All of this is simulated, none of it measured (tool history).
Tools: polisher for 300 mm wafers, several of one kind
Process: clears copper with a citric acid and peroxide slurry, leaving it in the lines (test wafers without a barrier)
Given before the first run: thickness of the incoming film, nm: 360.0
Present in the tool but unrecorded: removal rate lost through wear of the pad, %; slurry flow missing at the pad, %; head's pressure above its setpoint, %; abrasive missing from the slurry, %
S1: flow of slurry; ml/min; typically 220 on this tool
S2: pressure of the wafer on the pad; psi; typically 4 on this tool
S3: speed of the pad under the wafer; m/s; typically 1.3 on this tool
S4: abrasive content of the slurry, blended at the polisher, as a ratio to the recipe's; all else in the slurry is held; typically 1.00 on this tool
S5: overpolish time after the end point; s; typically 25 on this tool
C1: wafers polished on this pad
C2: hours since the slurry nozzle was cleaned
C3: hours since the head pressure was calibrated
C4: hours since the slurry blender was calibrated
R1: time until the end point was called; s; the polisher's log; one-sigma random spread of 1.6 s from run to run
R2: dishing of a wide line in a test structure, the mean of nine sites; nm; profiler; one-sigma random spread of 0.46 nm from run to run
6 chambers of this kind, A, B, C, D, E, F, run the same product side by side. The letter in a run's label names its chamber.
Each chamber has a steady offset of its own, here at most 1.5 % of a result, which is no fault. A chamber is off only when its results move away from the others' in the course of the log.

| run | hour | S1 | S2 | S3 | S4 | S5 | C1 | C2 | C3 | C4 | R1 | R2 |
|---|---|---|---|---|---|---|---|---|---|---|---|---|
| 1E | 6.4 | 220 | 4 | 1.3 | 1.00 | 25 | 175 | 238.1 | 288.6 | 356.0 | 92.202 | 30.314 |
|  | 7.3 | chamber B: head pressure recalibrated |
| 2A | 10.7 | 220 | 4 | 1.3 | 1.00 | 25 | 1413 | 118.2 | 608.1 | 11.3 | 90.948 | 31.732 |
|  | 12.4 | chamber A: worn pad replaced by a new one |
| 3D | 15.6 | 220 | 4 | 1.3 | 1.00 | 25 | 213 | 437.4 | 205.1 | 62.6 | 93.584 | 29.748 |
| 4C | 19.9 | 220 | 4 | 1.3 | 1.00 | 25 | 220 | 797.4 | 1100.5 | 131.4 | 90.826 | 30.837 |
|  | 22.6 | chamber B: worn pad replaced by a new one |
| 5B | 28.3 | 220 | 4 | 1.3 | 1.00 | 25 | 60 | 241.1 | 21.0 | 86.1 | 92.082 | 30.769 |
| 6F | 34.9 | 220 | 4 | 1.3 | 1.00 | 25 | 662 | 305.8 | 58.6 | 200.4 | 95.036 | 31.090 |
|  | 36.7 | chamber E: slurry nozzle cleaned |
| 7F | 40.2 | 220 | 4 | 1.3 | 1.00 | 25 | 718 | 311.1 | 63.9 | 205.7 | 92.735 | 31.049 |
|  | 43.3 | chamber C: slurry blender recalibrated |
|  | 43.5 | chamber C: worn pad replaced by a new one |
| 8A | 45.4 | 155 | 4 | 1.3 | 1.00 | 25 | 348 | 152.9 | 642.8 | 46.0 | 91.282 | 30.799 |
| 9E | 50.6 | 155 | 4 | 1.3 | 1.00 | 25 | 641 | 13.9 | 332.8 | 400.2 | 97.973 | 30.562 |
| 10D | 57.0 | 155 | 4 | 1.3 | 1.00 | 25 | 649 | 478.8 | 246.5 | 104.0 | 97.254 | 30.889 |
| 11B | 61.9 | 155 | 4 | 1.3 | 1.00 | 25 | 414 | 274.7 | 54.6 | 119.7 | 97.068 | 30.934 |
| 12C | 68.5 | 155 | 4 | 1.3 | 1.00 | 25 | 264 | 846.0 | 1149.1 | 25.2 | 98.564 | 30.526 |
|  | 70.4 | chamber C: slurry nozzle cleaned |
|  | 74.2 | chamber D: slurry nozzle cleaned |
| 13B | 75.8 | 155 | 4 | 1.3 | 1.00 | 25 | 561 | 288.6 | 68.5 | 133.6 | 96.725 | 30.631 |
| 14D | 80.4 | 220 | 4 | 1.3 | 1.00 | 25 | 896 | 6.2 | 269.9 | 127.4 | 92.155 | 30.757 |
|  | 83.1 | chamber E: worn pad replaced by a new one |
| 15E | 88.6 | 220 | 4 | 1.3 | 0.75 | 25 | 58 | 51.9 | 370.8 | 438.2 | 95.403 | 31.652 |
|  | 92.6 | chamber C: head pressure recalibrated |
|  | 93.5 | chamber D: worn pad replaced by a new one |
|  | 95.2 | chamber F: worn pad replaced by a new one |
| 16F | 97.3 | 220 | 4 | 1.3 | 0.75 | 25 | 22 | 368.2 | 121.0 | 262.8 | 96.740 | 29.748 |
|  | 100.8 | chamber E: slurry blender recalibrated |
|  | 101.6 | chamber C: worn pad replaced by a new one |
| 17A | 103.1 | 220 | 4 | 1.3 | 0.75 | 25 | 956 | 210.6 | 700.5 | 103.7 | 93.657 | 30.474 |
|  | 104.5 | chamber B: worn pad replaced by a new one |
|  | 105.9 | chamber F: slurry blender recalibrated |
| 18C | 110.2 | 220 | 4 | 1.3 | 0.75 | 25 | 91 | 39.8 | 17.6 | 66.9 | 98.578 | 30.148 |
| 19E | 115.7 | 220 | 4 | 1.3 | 0.75 | 25 | 344 | 79.0 | 397.9 | 14.9 | 98.982 | 30.293 |
|  | 118.2 | chamber E: head pressure recalibrated |
| 20A | 122.8 | 220 | 4 | 1.3 | 0.75 | 25 | 1164 | 230.3 | 720.2 | 123.4 | 97.847 | 30.799 |
| 21F | 129.9 | 220 | 4 | 1.3 | 1.00 | 25 | 366 | 400.8 | 153.6 | 24.0 | 91.369 | 30.114 |
| 22B | 138.5 | 220 | 4 | 1.3 | 1.00 | 25 | 358 | 351.3 | 131.2 | 196.3 | 91.961 | 30.410 |
|  | 143.0 | chamber D: slurry blender recalibrated |
| 23D | 145.6 | 220 | 4 | 1.3 | 1.00 | 25 | 549 | 71.4 | 335.1 | 2.7 | 89.176 | 31.382 |
|  | 146.0 | chamber C: worn pad replaced by a new one |
| 24C | 154.1 | 220 | 4 | 1.3 | 1.00 | 25 | 86 | 83.7 | 61.5 | 110.8 | 91.252 | 31.008 |
|  | 154.4 | chamber E: worn pad replaced by a new one |
| 25D | 158.6 | 220 | 4 | 1.3 | 1.25 | 25 | 687 | 84.4 | 348.1 | 15.7 | 86.879 | 31.300 |
|  | 158.8 | chamber A: worn pad replaced by a new one |
| 26F | 163.3 | 220 | 4 | 1.3 | 1.25 | 25 | 718 | 434.2 | 187.0 | 57.4 | 88.861 | 30.213 |
| 27C | 167.9 | 220 | 4 | 1.3 | 1.25 | 25 | 231 | 97.5 | 75.3 | 124.6 | 87.624 | 31.240 |
|  | 170.7 | chamber C: slurry blender recalibrated |
| 28B | 174.3 | 220 | 4 | 1.3 | 1.25 | 25 | 736 | 387.1 | 167.0 | 232.1 | 89.413 | 32.571 |
| 29A | 179.4 | 220 | 4 | 1.3 | 1.25 | 25 | 218 | 286.9 | 776.8 | 180.0 | 86.150 | 31.208 |
|  | 180.3 | chamber A: head pressure recalibrated |
| 30E | 185.4 | 220 | 4 | 1.3 | 1.25 | 25 | 327 | 148.7 | 67.3 | 84.6 | 87.933 | 31.910 |
| 31E | 193.5 | 220 | 4 | 1.3 | 1.00 | 25 | 413 | 156.8 | 75.4 | 92.7 | 89.697 | 31.120 |
| 32D | 200.1 | 220 | 4 | 1.3 | 1.00 | 35 | 1124 | 125.9 | 389.6 | 57.2 | 92.427 | 33.146 |
|  | 201.8 | chamber C: worn pad replaced by a new one |
|  | 204.1 | chamber B: worn pad replaced by a new one |
|  | 205.3 | chamber D: worn pad replaced by a new one |
| 33B | 208.7 | 220 | 4 | 1.3 | 1.00 | 35 | 49 | 421.5 | 201.4 | 266.5 | 91.710 | 34.015 |
| 34F | 214.5 | 220 | 4 | 1.3 | 1.00 | 35 | 1258 | 485.4 | 238.2 | 108.6 | 92.737 | 33.221 |
| 35A | 222.4 | 220 | 4 | 1.3 | 1.00 | 35 | 671 | 329.9 | 42.1 | 223.0 | 89.915 | 33.075 |
|  | 223.2 | chamber F: worn pad replaced by a new one |
| 36C | 229.4 | 220 | 4 | 1.3 | 1.00 | 35 | 292 | 159.0 | 136.8 | 58.8 | 91.302 | 32.668 |
| 37C | 235.2 | 220 | 4 | 1.3 | 1.00 | 35 | 353 | 164.8 | 142.6 | 64.6 | 94.515 | 32.923 |
|  | 236.5 | chamber F: slurry nozzle cleaned |
| 38D | 239.1 | 220 | 4 | 1.3 | 1.00 | 25 | 356 | 164.9 | 428.6 | 96.2 | 92.356 | 30.945 |
| 39A | 243.7 | 220 | 4 | 1.3 | 1.00 | 25 | 896 | 351.2 | 63.4 | 244.3 | 94.580 | 30.345 |
| 40F | 250.9 | 220 | 4 | 1.3 | 1.00 | 25 | 292 | 14.4 | 274.6 | 145.0 | 93.023 | 30.839 |

Is one chamber out of step, is the gauge drifting, or do the chambers differ by no more than their own small offsets? For an off chamber, give its letter and the likeliest cause.

Nothing is wrong: each chamber keeps only its own small, steady offset and the gauge holds still.

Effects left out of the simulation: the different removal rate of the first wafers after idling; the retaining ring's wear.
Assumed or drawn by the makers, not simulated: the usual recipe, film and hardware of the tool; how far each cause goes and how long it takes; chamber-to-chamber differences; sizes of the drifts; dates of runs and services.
